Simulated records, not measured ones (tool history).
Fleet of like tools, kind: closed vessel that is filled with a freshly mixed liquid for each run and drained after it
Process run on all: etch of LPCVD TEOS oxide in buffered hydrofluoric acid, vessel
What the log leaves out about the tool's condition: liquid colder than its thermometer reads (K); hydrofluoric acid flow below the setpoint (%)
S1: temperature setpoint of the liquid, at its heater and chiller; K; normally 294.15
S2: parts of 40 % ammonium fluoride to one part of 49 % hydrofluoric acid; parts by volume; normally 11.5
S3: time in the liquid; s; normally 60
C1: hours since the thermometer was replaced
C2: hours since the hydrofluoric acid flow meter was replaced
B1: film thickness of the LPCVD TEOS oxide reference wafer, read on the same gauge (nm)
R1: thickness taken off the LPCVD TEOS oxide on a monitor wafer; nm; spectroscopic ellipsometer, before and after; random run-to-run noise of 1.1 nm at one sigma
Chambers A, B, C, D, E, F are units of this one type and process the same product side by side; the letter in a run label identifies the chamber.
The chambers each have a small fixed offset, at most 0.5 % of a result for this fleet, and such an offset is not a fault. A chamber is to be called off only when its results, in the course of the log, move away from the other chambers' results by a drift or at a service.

{"run": "1E", "hour": 10.5, "S1": 294.15, "S2": 11.5, "S3": 60, "C1": 909.5, "C2": 1334.4, "B1": 120.01, "R1": 182.54}
{"run": "2A", "hour": 16.9, "S1": 294.15, "S2": 11.5, "S3": 60, "C1": 647.8, "C2": 488.1, "B1": 120, "R1": 183.66}
{"run": "3C", "hour": 25.4, "S1": 294.15, "S2": 11.5, "S3": 60, "C1": 415.6, "C2": 1437.7, "B1": 120.03, "R1": 184.15}
{"run": "4F", "hour": 32.7, "S1": 294.15, "S2": 11.5, "S3": 60, "C1": 1682.1, "C2": 1223.1, "B1": 119.97, "R1": 184.44}
{"run": "5B", "hour": 37.7, "S1": 292.15, "S2": 15, "S3": 60, "C1": 431.8, "C2": 1234.3, "B1": 120.01, "R1": 126.1}
{"run": "6D", "hour": 46.1, "S1": 292.15, "S2": 15, "S3": 60, "C1": 632.5, "C2": 952.3, "B1": 120, "R1": 126.47}
{"run": "7E", "hour": 56.8, "S1": 292.15, "S2": 15, "S3": 60, "C1": 955.8, "C2": 1380.7, "B1": 119.96, "R1": 127.39}
{"run": "8F", "hour": 66.8, "S1": 292.15, "S2": 15, "S3": 60, "C1": 1716.2, "C2": 1257.2, "B1": 120.02, "R1": 127.71}
{"hour": 69.7, "done": "chamber D: hydrofluoric acid flow meter replaced"}
{"run": "9B", "hour": 73.8, "S1": 292.15, "S2": 15, "S3": 60, "C1": 467.9, "C2": 1270.4, "B1": 120.01, "R1": 126.63}
{"run": "10D", "hour": 81.5, "S1": 292.15, "S2": 15, "S3": 60, "C1": 667.9, "C2": 11.8, "B1": 120.04, "R1": 125.94}
{"run": "11C", "hour": 88.3, "S1": 294.15, "S2": 11.5, "S3": 60, "C1": 478.5, "C2": 1500.6, "B1": 119.99, "R1": 184.16}
{"run": "12A", "hour": 99.3, "S1": 294.15, "S2": 11.5, "S3": 60, "C1": 730.2, "C2": 570.5, "B1": 119.99, "R1": 183.04}
{"run": "13D", "hour": 106.1, "S1": 294.15, "S2": 11.5, "S3": 60, "C1": 692.5, "C2": 36.4, "B1": 119.97, "R1": 183.95}
{"run": "14B", "hour": 111.1, "S1": 294.15, "S2": 11.5, "S3": 60, "C1": 505.2, "C2": 1307.7, "B1": 120.01, "R1": 182.67}
{"run": "15A", "hour": 121.5, "S1": 294.15, "S2": 11.5, "S3": 60, "C1": 752.4, "C2": 592.7, "B1": 120.01, "R1": 181.5}
{"run": "16C", "hour": 129.6, "S1": 294.15, "S2": 8.5, "S3": 60, "C1": 519.8, "C2": 1541.9, "B1": 120.03, "R1": 239.51}
{"run": "17F", "hour": 134.6, "S1": 294.15, "S2": 8.5, "S3": 60, "C1": 1784, "C2": 1325, "B1": 120, "R1": 238.41}
{"run": "18E", "hour": 143.7, "S1": 294.15, "S2": 8.5, "S3": 60, "C1": 1042.7, "C2": 1467.6, "B1": 120.03, "R1": 237.75}
{"run": "19E", "hour": 150.5, "S1": 294.15, "S2": 8.5, "S3": 60, "C1": 1049.5, "C2": 1474.4, "B1": 119.95, "R1": 236.81}
{"run": "20F", "hour": 157.3, "S1": 294.15, "S2": 8.5, "S3": 60, "C1": 1806.7, "C2": 1347.7, "B1": 119.99, "R1": 236.33}
{"run": "21B", "hour": 166.3, "S1": 294.15, "S2": 8.5, "S3": 60, "C1": 560.4, "C2": 1362.9, "B1": 120.01, "R1": 237.47}
{"run": "22C", "hour": 177.4, "S1": 294.15, "S2": 11.5, "S3": 60, "C1": 567.6, "C2": 1589.7, "B1": 120.01, "R1": 183.46}
{"run": "23D", "hour": 188.0, "S1": 294.15, "S2": 11.5, "S3": 60, "C1": 774.4, "C2": 118.3, "B1": 119.98, "R1": 183.7}
{"run": "24A", "hour": 195.2, "S1": 294.15, "S2": 11.5, "S3": 60, "C1": 826.1, "C2": 666.4, "B1": 119.98, "R1": 182.47}
{"run": "25B", "hour": 203.2, "S1": 294.15, "S2": 11.5, "S3": 60, "C1": 597.3, "C2": 1399.8, "B1": 120.02, "R1": 178.17}
{"run": "26F", "hour": 209.2, "S1": 294.15, "S2": 11.5, "S3": 60, "C1": 1858.6, "C2": 1399.6, "B1": 119.99, "R1": 182.72}
{"run": "27C", "hour": 214.7, "S1": 294.15, "S2": 11.5, "S3": 60, "C1": 604.9, "C2": 1627, "B1": 120.06, "R1": 184.41}
{"run": "28D", "hour": 225.7, "S1": 294.15, "S2": 11.5, "S3": 60, "C1": 812.1, "C2": 156, "B1": 120.01, "R1": 182.95}
{"hour": 227.0, "done": "chamber A: hydrofluoric acid flow meter replaced"}
{"run": "29A", "hour": 236.1, "S1": 294.15, "S2": 11.5, "S3": 60, "C1": 867, "C2": 9.2, "B1": 119.97, "R1": 184.3}
{"run": "30E", "hour": 244.0, "S1": 294.15, "S2": 11.5, "S3": 30, "C1": 1143, "C2": 1567.9, "B1": 120, "R1": 92.66}
{"run": "31A", "hour": 253.2, "S1": 294.15, "S2": 11.5, "S3": 30, "C1": 884.1, "C2": 26.3, "B1": 120, "R1": 92.707}
{"hour": 254.9, "done": "chamber C: thermometer replaced"}
{"hour": 259.2, "done": "chamber E: hydrofluoric acid flow meter replaced"}
{"run": "32C", "hour": 261.4, "S1": 294.15, "S2": 11.5, "S3": 30, "C1": 6.6, "C2": 1673.7, "B1": 120, "R1": 91.67}
{"run": "33E", "hour": 271.8, "S1": 294.15, "S2": 11.5, "S3": 30, "C1": 1170.8, "C2": 12.7, "B1": 120.01, "R1": 90.83}
{"run": "34F", "hour": 281.9, "S1": 294.15, "S2": 11.5, "S3": 30, "C1": 1931.3, "C2": 1472.3, "B1": 119.97, "R1": 91.189}
{"run": "35D", "hour": 290.7, "S1": 294.15, "S2": 11.5, "S3": 30, "C1": 877.1, "C2": 221, "B1": 120.02, "R1": 90.974}
{"run": "36B", "hour": 301.6, "S1": 294.15, "S2": 11.5, "S3": 60, "C1": 695.7, "C2": 1498.2, "B1": 119.99, "R1": 174.47}
{"run": "37F", "hour": 306.9, "S1": 296.15, "S2": 16, "S3": 60, "C1": 1956.3, "C2": 1497.3, "B1": 119.99, "R1": 146.43}
{"run": "38A", "hour": 314.8, "S1": 296.15, "S2": 16, "S3": 60, "C1": 945.7, "C2": 87.9, "B1": 119.96, "R1": 146.86}
{"run": "39D", "hour": 326.0, "S1": 296.15, "S2": 16, "S3": 60, "C1": 912.4, "C2": 256.3, "B1": 119.99, "R1": 149.84}
{"run": "40E", "hour": 331.0, "S1": 296.15, "S2": 16, "S3": 60, "C1": 1230, "C2": 71.9, "B1": 120.01, "R1": 149.44}

Is one chamber off against the others, does the gauge drift, or is nothing wrong? If a chamber is off, say which, and what the likeliest cause is.

Chamber B drifts away from the others.
Most likely cause: hydrofluoric acid flow below the setpoint (%) = 5.94.
The log may not tell that from: liquid colder than its thermometer reads (K).

Below are 4 candidate recipes for chamber B's next run, each the usual settings with a change, their results shown as question marks. Which of them brings B's results back in line with what the other chambers give on the usual settings?
In line here means within this much of the mean the other chambers give on the usual settings: R1 3.9 nm
{"run": "41B-1", "hour": 339.1, "S1": 295.15, "S2": 11.5, "S3": 60, "R1": "?"}
{"run": "41B-2", "hour": 339.1, "S1": 294.15, "S2": 11, "S3": 65, "R1": "?"}
{"run": "41B-3", "hour": 339.1, "S1": 293.15, "S2": 11.5, "S3": 60, "R1": "?"}
{"run": "41B-4", "hour": 339.1, "S1": 294.15, "S2": 13, "S3": 60, "R1": "?"}

What the other chambers average on the usual settings: R1 183.24 nm
run=41B-1 R1=181.79
run=41B-2 R1=194.72
run=41B-3 R1=162.82
run=41B-4 R1=152.55
41B-1 is the one that brings the chamber's results back in line with the other chambers.
